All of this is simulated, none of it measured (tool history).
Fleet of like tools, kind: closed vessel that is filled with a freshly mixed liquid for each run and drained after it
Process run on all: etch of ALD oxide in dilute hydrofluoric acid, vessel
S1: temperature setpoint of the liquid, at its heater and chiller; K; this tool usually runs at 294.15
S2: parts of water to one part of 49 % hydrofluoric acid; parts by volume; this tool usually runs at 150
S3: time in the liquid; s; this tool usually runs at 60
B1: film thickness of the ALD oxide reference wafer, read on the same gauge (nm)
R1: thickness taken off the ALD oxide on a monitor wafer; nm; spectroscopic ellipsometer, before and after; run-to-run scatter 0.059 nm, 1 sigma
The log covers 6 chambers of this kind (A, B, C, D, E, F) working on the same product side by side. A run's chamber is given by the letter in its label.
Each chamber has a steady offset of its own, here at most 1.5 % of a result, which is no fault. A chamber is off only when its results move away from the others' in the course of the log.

run,hour,S1,S2,S3,B1,R1
1B,7.7,294.15,150,60,120.02,6.6086
2D,15.9,294.15,150,60,120.03,6.5456
3A,22.5,294.15,150,60,119.99,6.5564
4E,26.4,294.15,150,60,120.02,6.5705
5F,34.8,294.15,150,60,120.01,6.5562
6C,42.9,294.15,150,60,119.97,6.7377
7E,50.5,294.15,150,60,119.97,6.4419
8A,55.1,294.15,150,60,120.02,6.631
9B,62.1,294.15,150,60,120.02,6.5465
10F,67.5,294.15,85,60,120,12.331
11D,74.1,294.15,85,60,119.99,12.563
12C,78.9,294.15,85,60,119.98,12.803
13C,86,294.15,85,60,119.97,12.648
14D,91.8,294.15,85,60,120,12.483
15F,97.4,294.15,85,60,119.99,12.295
16E,104.2,294.15,150,60,120.02,6.5465
17B,108.7,294.15,150,60,119.99,6.6385
18A,116.8,294.15,150,60,119.98,6.6043
# hour 118.9: chamber C: thermometer replaced
19D,120.8,294.15,210,45,119.99,3.305
20E,126.3,294.15,210,45,119.99,3.3271
21C,134.7,294.15,210,45,120,3.4013
22A,142.9,294.15,210,45,119.99,3.2377
23F,151.1,294.15,210,45,120,3.3613
24B,155.5,294.15,210,45,120.01,3.2907
25D,162.7,294.15,150,60,120,6.5354
26C,168.7,294.15,150,60,119.96,6.5838
27F,175.6,294.15,150,60,119.98,6.6435
28B,182,294.15,150,60,119.99,6.5438
29A,188.4,294.15,150,60,119.98,6.316
30E,192.8,294.15,150,60,119.95,6.4978
31C,197.3,294.15,150,60,119.98,6.6405
32E,202.8,294.15,150,60,120.01,6.5078
33B,210,298.15,150,75,120.01,9.6829
34F,215.3,298.15,150,75,119.99,9.4618
35A,223.9,298.15,150,75,119.97,9.077
36D,232.4,298.15,150,75,119.98,9.5021
37B,237.8,298.15,150,75,120.02,9.5167

The same settings go to every chamber for the next run, one line per chamber below. Forecast the results for each:
38A,244,294.15,150,60,,?
38B,244,294.15,150,60,,?
38C,244,294.15,150,60,,?
38D,244,294.15,150,60,,?
38E,244,294.15,150,60,,?
38F,244,294.15,150,60,,?

run,R1
38A,6.1747
38B,6.6193
38C,6.7542
38D,6.6137
38E,6.509
38F,6.6093
